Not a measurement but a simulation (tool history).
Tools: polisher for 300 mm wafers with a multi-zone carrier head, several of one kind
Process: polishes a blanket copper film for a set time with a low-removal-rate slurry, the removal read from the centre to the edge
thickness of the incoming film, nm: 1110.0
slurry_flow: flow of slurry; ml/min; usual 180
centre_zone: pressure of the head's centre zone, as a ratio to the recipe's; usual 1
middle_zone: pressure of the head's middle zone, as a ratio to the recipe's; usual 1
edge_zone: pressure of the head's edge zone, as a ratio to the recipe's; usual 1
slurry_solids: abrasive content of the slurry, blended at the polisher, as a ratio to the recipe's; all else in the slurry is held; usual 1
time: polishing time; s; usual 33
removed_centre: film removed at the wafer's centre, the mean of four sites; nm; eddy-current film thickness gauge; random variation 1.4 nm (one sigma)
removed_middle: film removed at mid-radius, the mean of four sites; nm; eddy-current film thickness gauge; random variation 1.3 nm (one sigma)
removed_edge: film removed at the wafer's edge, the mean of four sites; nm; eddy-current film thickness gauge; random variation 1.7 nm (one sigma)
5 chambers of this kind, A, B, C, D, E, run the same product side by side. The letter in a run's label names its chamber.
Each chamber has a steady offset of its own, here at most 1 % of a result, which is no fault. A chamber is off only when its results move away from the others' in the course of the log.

{"run": "1E", "hour": 3.6, "slurry_flow": 180, "centre_zone": 1, "middle_zone": 1, "edge_zone": 1, "slurry_solids": 1, "time": 33, "removed_centre": 113.89, "removed_middle": 116.53, "removed_edge": 116.8}
{"run": "2B", "hour": 6.1, "slurry_flow": 180, "centre_zone": 1, "middle_zone": 1, "edge_zone": 1, "slurry_solids": 1, "time": 33, "removed_centre": 116.2, "removed_middle": 114.79, "removed_edge": 116.56}
{"run": "3D", "hour": 9.8, "slurry_flow": 180, "centre_zone": 1, "middle_zone": 1, "edge_zone": 1, "slurry_solids": 1, "time": 33, "removed_centre": 117.57, "removed_middle": 114.06, "removed_edge": 116.28}
{"hour": 11.9, "done": "chamber B: edge zone pressure recalibrated"}
{"run": "4A", "hour": 12.8, "slurry_flow": 180, "centre_zone": 1, "middle_zone": 1, "edge_zone": 1, "slurry_solids": 1, "time": 33, "removed_centre": 116.06, "removed_middle": 116.43, "removed_edge": 116.18}
{"run": "5C", "hour": 15.5, "slurry_flow": 225, "centre_zone": 1, "middle_zone": 1, "edge_zone": 0.93, "slurry_solids": 1, "time": 33, "removed_centre": 124.33, "removed_middle": 121.22, "removed_edge": 115.8}
{"run": "6C", "hour": 18.2, "slurry_flow": 225, "centre_zone": 1, "middle_zone": 1, "edge_zone": 0.93, "slurry_solids": 1, "time": 33, "removed_centre": 123.67, "removed_middle": 120.44, "removed_edge": 115.78}
{"run": "7A", "hour": 22.5, "slurry_flow": 225, "centre_zone": 1, "middle_zone": 1, "edge_zone": 0.93, "slurry_solids": 1, "time": 33, "removed_centre": 119.56, "removed_middle": 120.82, "removed_edge": 115.13}
{"run": "8E", "hour": 24.7, "slurry_flow": 225, "centre_zone": 1, "middle_zone": 1, "edge_zone": 0.93, "slurry_solids": 1, "time": 33, "removed_centre": 117.15, "removed_middle": 120.62, "removed_edge": 114.13}
{"hour": 26.8, "done": "chamber A: worn pad replaced by a new one"}
{"run": "9D", "hour": 29.3, "slurry_flow": 225, "centre_zone": 1, "middle_zone": 1, "edge_zone": 0.93, "slurry_solids": 1, "time": 33, "removed_centre": 118.8, "removed_middle": 120.22, "removed_edge": 114.09}
{"hour": 32.6, "done": "chamber D: worn pad replaced by a new one"}
{"run": "10B", "hour": 32.7, "slurry_flow": 180, "centre_zone": 1.05, "middle_zone": 1, "edge_zone": 1, "slurry_solids": 1, "time": 33, "removed_centre": 121.38, "removed_middle": 115.54, "removed_edge": 116.46}
{"run": "11A", "hour": 36.1, "slurry_flow": 180, "centre_zone": 1.05, "middle_zone": 1, "edge_zone": 1, "slurry_solids": 1, "time": 33, "removed_centre": 122.27, "removed_middle": 116.09, "removed_edge": 117.64}
{"run": "12B", "hour": 38.4, "slurry_flow": 180, "centre_zone": 1.05, "middle_zone": 1, "edge_zone": 1, "slurry_solids": 1, "time": 33, "removed_centre": 122.7, "removed_middle": 115.63, "removed_edge": 118.18}
{"run": "13D", "hour": 40.4, "slurry_flow": 180, "centre_zone": 1.05, "middle_zone": 1, "edge_zone": 1, "slurry_solids": 1, "time": 33, "removed_centre": 123.03, "removed_middle": 114.07, "removed_edge": 116.12}
{"hour": 41.4, "done": "chamber B: worn pad replaced by a new one"}
{"run": "14E", "hour": 42.6, "slurry_flow": 180, "centre_zone": 1.05, "middle_zone": 1, "edge_zone": 1, "slurry_solids": 1, "time": 33, "removed_centre": 121.32, "removed_middle": 114.11, "removed_edge": 115.17}
{"hour": 45.1, "done": "chamber E: slurry nozzle cleaned"}
{"hour": 45.2, "done": "chamber E: worn pad replaced by a new one"}
{"run": "15C", "hour": 46.2, "slurry_flow": 180, "centre_zone": 1, "middle_zone": 1, "edge_zone": 1, "slurry_solids": 1, "time": 33, "removed_centre": 119.63, "removed_middle": 117.81, "removed_edge": 116.24}
{"run": "16D", "hour": 49.0, "slurry_flow": 180, "centre_zone": 1, "middle_zone": 1, "edge_zone": 1, "slurry_solids": 1, "time": 33, "removed_centre": 117.94, "removed_middle": 115.43, "removed_edge": 114.38}
{"hour": 50.0, "done": "chamber C: slurry nozzle cleaned"}
{"run": "17B", "hour": 53.1, "slurry_flow": 180, "centre_zone": 1, "middle_zone": 1, "edge_zone": 1, "slurry_solids": 1, "time": 33, "removed_centre": 115.26, "removed_middle": 117.25, "removed_edge": 119.46}
{"hour": 53.3, "done": "chamber D: centre zone pressure recalibrated"}
{"run": "18C", "hour": 55.5, "slurry_flow": 180, "centre_zone": 1, "middle_zone": 1, "edge_zone": 1, "slurry_solids": 1, "time": 33, "removed_centre": 115.63, "removed_middle": 113.23, "removed_edge": 120.06}
{"run": "19A", "hour": 59.9, "slurry_flow": 180, "centre_zone": 1, "middle_zone": 1, "edge_zone": 1, "slurry_solids": 1, "time": 33, "removed_centre": 114.45, "removed_middle": 116.56, "removed_edge": 113.7}
{"run": "20E", "hour": 63.3, "slurry_flow": 180, "centre_zone": 1, "middle_zone": 1, "edge_zone": 1, "slurry_solids": 1, "time": 33, "removed_centre": 117.46, "removed_middle": 114.22, "removed_edge": 115.39}
{"run": "21A", "hour": 66.1, "slurry_flow": 180, "centre_zone": 1, "middle_zone": 1, "edge_zone": 1, "slurry_solids": 0.75, "time": 33, "removed_centre": 109.32, "removed_middle": 109.72, "removed_edge": 110.3}
{"run": "22B", "hour": 70.2, "slurry_flow": 180, "centre_zone": 1, "middle_zone": 1, "edge_zone": 1, "slurry_solids": 0.75, "time": 33, "removed_centre": 110.9, "removed_middle": 109.05, "removed_edge": 109.35}
{"run": "23E", "hour": 72.9, "slurry_flow": 180, "centre_zone": 1, "middle_zone": 1, "edge_zone": 1, "slurry_solids": 0.75, "time": 33, "removed_centre": 105.76, "removed_middle": 108.3, "removed_edge": 108.91}
{"run": "24D", "hour": 75.5, "slurry_flow": 180, "centre_zone": 1, "middle_zone": 1, "edge_zone": 1, "slurry_solids": 0.75, "time": 33, "removed_centre": 109.67, "removed_middle": 108.58, "removed_edge": 106.37}
{"run": "25C", "hour": 78.7, "slurry_flow": 180, "centre_zone": 1, "middle_zone": 1, "edge_zone": 1, "slurry_solids": 0.75, "time": 33, "removed_centre": 110.48, "removed_middle": 108.79, "removed_edge": 108.93}
{"run": "26E", "hour": 81.9, "slurry_flow": 180, "centre_zone": 1, "middle_zone": 1, "edge_zone": 1, "slurry_solids": 1, "time": 33, "removed_centre": 116.69, "removed_middle": 115.23, "removed_edge": 116.98}
{"run": "27C", "hour": 84.5, "slurry_flow": 180, "centre_zone": 1, "middle_zone": 1, "edge_zone": 1, "slurry_solids": 1, "time": 33, "removed_centre": 120.01, "removed_middle": 115.23, "removed_edge": 117.69}
{"hour": 88.4, "done": "chamber A: worn pad replaced by a new one"}
{"run": "28D", "hour": 89.0, "slurry_flow": 180, "centre_zone": 1, "middle_zone": 1, "edge_zone": 1, "slurry_solids": 1, "time": 33, "removed_centre": 116.82, "removed_middle": 115.17, "removed_edge": 115.54}
{"hour": 91.6, "done": "chamber D: edge zone pressure recalibrated"}
{"run": "29B", "hour": 91.6, "slurry_flow": 180, "centre_zone": 1, "middle_zone": 1, "edge_zone": 1, "slurry_solids": 1, "time": 33, "removed_centre": 114.22, "removed_middle": 116.41, "removed_edge": 116.11}
{"run": "30A", "hour": 95.0, "slurry_flow": 180, "centre_zone": 1, "middle_zone": 1, "edge_zone": 1, "slurry_solids": 1, "time": 33, "removed_centre": 117.04, "removed_middle": 117.19, "removed_edge": 116.36}
{"run": "31C", "hour": 97.7, "slurry_flow": 180, "centre_zone": 1, "middle_zone": 1, "edge_zone": 1, "slurry_solids": 1, "time": 33, "removed_centre": 117.17, "removed_middle": 118.26, "removed_edge": 117.66}
{"hour": 99.0, "done": "chamber C: worn pad replaced by a new one"}
{"run": "32E", "hour": 100.0, "slurry_flow": 180, "centre_zone": 1, "middle_zone": 1, "edge_zone": 1, "slurry_solids": 1.2, "time": 33, "removed_centre": 120.02, "removed_middle": 122.04, "removed_edge": 119.71}
{"run": "33A", "hour": 103.6, "slurry_flow": 180, "centre_zone": 1, "middle_zone": 1, "edge_zone": 1, "slurry_solids": 1.2, "time": 33, "removed_centre": 119.07, "removed_middle": 121.9, "removed_edge": 124.9}
{"run": "34D", "hour": 107.4, "slurry_flow": 180, "centre_zone": 1, "middle_zone": 1, "edge_zone": 1, "slurry_solids": 1.2, "time": 33, "removed_centre": 121.74, "removed_middle": 119.08, "removed_edge": 122.18}
{"run": "35B", "hour": 110.2, "slurry_flow": 180, "centre_zone": 1, "middle_zone": 1, "edge_zone": 1, "slurry_solids": 1.2, "time": 33, "removed_centre": 119, "removed_middle": 121.83, "removed_edge": 119.66}
{"run": "36A", "hour": 114.7, "slurry_flow": 180, "centre_zone": 1, "middle_zone": 1, "edge_zone": 1, "slurry_solids": 1.2, "time": 33, "removed_centre": 120.33, "removed_middle": 119.52, "removed_edge": 118.11}
{"run": "37D", "hour": 119.2, "slurry_flow": 180, "centre_zone": 1, "middle_zone": 1, "edge_zone": 1, "slurry_solids": 1, "time": 33, "removed_centre": 115.39, "removed_middle": 115.51, "removed_edge": 118.2}
{"run": "38B", "hour": 123.5, "slurry_flow": 155, "centre_zone": 1, "middle_zone": 0.93, "edge_zone": 1, "slurry_solids": 1, "time": 33, "removed_centre": 113.83, "removed_middle": 104.83, "removed_edge": 114.28}
{"run": "39E", "hour": 126.0, "slurry_flow": 155, "centre_zone": 1, "middle_zone": 0.93, "edge_zone": 1, "slurry_solids": 1, "time": 33, "removed_centre": 111.99, "removed_middle": 106.67, "removed_edge": 113.4}
{"run": "40C", "hour": 129.7, "slurry_flow": 155, "centre_zone": 1, "middle_zone": 0.93, "edge_zone": 1, "slurry_solids": 1, "time": 33, "removed_centre": 117.49, "removed_middle": 105.87, "removed_edge": 112.61}
{"run": "41E", "hour": 132.3, "slurry_flow": 155, "centre_zone": 1, "middle_zone": 0.93, "edge_zone": 1, "slurry_solids": 1, "time": 33, "removed_centre": 110.9, "removed_middle": 106.66, "removed_edge": 112.93}
{"run": "42B", "hour": 134.9, "slurry_flow": 155, "centre_zone": 1, "middle_zone": 0.93, "edge_zone": 1, "slurry_solids": 1, "time": 33, "removed_centre": 113.96, "removed_middle": 106.19, "removed_edge": 114.72}

What goes on in this fleet: one chamber off, a drifting gauge, or nothing beyond the chambers' own small offsets? Name the chamber and the cause, if any.

No chamber stands off beyond its own small offset, and the gauge holds steady.
